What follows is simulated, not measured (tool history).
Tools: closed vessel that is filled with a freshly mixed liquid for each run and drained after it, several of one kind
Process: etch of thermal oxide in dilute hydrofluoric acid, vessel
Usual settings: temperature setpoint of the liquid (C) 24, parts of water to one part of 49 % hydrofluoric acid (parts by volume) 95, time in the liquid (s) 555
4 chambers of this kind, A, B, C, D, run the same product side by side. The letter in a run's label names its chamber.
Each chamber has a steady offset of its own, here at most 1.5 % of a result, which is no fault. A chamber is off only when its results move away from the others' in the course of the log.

| run | hour | temperature setpoint of the liquid (C) | parts of water to one part of 49 % hydrofluoric acid (parts by volume) | time in the liquid (s) | read-back film thickness of the thermal oxide reference wafer, read on the same gauge (nm) | thickness taken off the thermal oxide on a monitor wafer (Å) |
|---|---|---|---|---|---|---|
| 1A | 3.1 | 24 | 95 | 555 | 119.99 | 269.14 |
| 2C | 5.6 | 24 | 95 | 555 | 119.98 | 266.73 |
| 3D | 9.8 | 24 | 95 | 555 | 119.95 | 270.09 |
| 4B | 13.5 | 24 | 95 | 555 | 120.03 | 269.35 |
| 5B | 17.9 | 24 | 95 | 555 | 120.01 | 263.77 |
| 6C | 22.3 | 24 | 95 | 555 | 119.99 | 269.42 |
| 7A | 26.6 | 24 | 95 | 555 | 119.98 | 263.04 |
| 8D | 29.4 | 24 | 95 | 555 | 120.01 | 268.96 |
| 9D | 33.2 | 24 | 95 | 555 | 120.01 | 268.93 |
| 10C | 36.6 | 24 | 95 | 555 | 119.99 | 267.83 |
| 11B | 38.9 | 22 | 95 | 555 | 119.97 | 244.23 |
|  | 39.9 | chamber C: thermometer replaced |
| 12A | 42.4 | 22 | 95 | 555 | 119.98 | 247.02 |
| 13C | 46.2 | 22 | 95 | 555 | 120 | 250.83 |
| 14D | 49.4 | 22 | 95 | 555 | 119.99 | 249.58 |
| 15A | 51.6 | 24 | 95 | 555 | 119.99 | 268.46 |
| 16B | 54.8 | 24 | 75 | 555 | 120.02 | 332.31 |
| 17C | 57.3 | 24 | 75 | 555 | 120.04 | 348.82 |
| 18A | 60.2 | 24 | 75 | 555 | 119.98 | 348.03 |
| 19D | 64.7 | 24 | 75 | 555 | 120 | 350.93 |
| 20B | 69.1 | 24 | 50 | 365 | 119.96 | 338.07 |
| 21C | 71.4 | 24 | 50 | 365 | 120 | 350.46 |
| 22A | 75.4 | 24 | 50 | 365 | 120.01 | 352.24 |
| 23B | 80 | 24 | 50 | 365 | 120 | 339.52 |
| 24D | 83.6 | 24 | 95 | 555 | 119.99 | 272.59 |
| 25B | 87.2 | 24 | 95 | 555 | 120.01 | 256.06 |
| 26C | 91.6 | 24 | 95 | 555 | 120.03 | 270 |
| 27A | 95.6 | 24 | 95 | 555 | 119.99 | 270.17 |
| 28D | 99 | 24 | 95 | 555 | 119.99 | 271.31 |
| 29D | 101.8 | 24 | 95 | 555 | 120.02 | 265.56 |
| 30B | 104.2 | 24 | 55 | 765 | 119.99 | 625.04 |
| 31A | 107.9 | 24 | 55 | 765 | 119.98 | 664.98 |
| 32C | 110.3 | 24 | 55 | 765 | 120 | 677.76 |
| 33B | 112.9 | 24 | 55 | 765 | 119.98 | 619.18 |
| 34A | 116.4 | 24 | 95 | 555 | 119.98 | 266.32 |
| 35D | 119.1 | 22.5 | 50 | 555 | 120 | 504.24 |
| 36C | 121.5 | 22.5 | 50 | 555 | 119.99 | 502.51 |
| 37A | 125.3 | 22.5 | 50 | 555 | 119.99 | 509.87 |
| 38C | 128.5 | 22.5 | 50 | 555 | 119.97 | 508.64 |
| 39B | 132.3 | 25.5 | 95 | 825 | 120.02 | 391.71 |
| 40D | 134.8 | 25.5 | 95 | 825 | 120.02 | 426.68 |
| 41C | 138.8 | 25.5 | 95 | 825 | 119.99 | 423.43 |
| 42B | 142.3 | 25.5 | 95 | 825 | 119.96 | 385.3 |

Next, every chamber runs the same settings. What will each give?
| 43A | 145.6 | 24 | 130 | 555 |  | ? |
| 43B | 145.6 | 24 | 130 | 555 |  | ? |
| 43C | 145.6 | 24 | 130 | 555 |  | ? |
| 43D | 145.6 | 24 | 130 | 555 |  | ? |

| run | thickness taken off the thermal oxide on a monitor wafer (Å) |
|---|---|
| 43A | 186.45 |
| 43B | 173.46 |
| 43C | 188.12 |
| 43D | 192.04 |
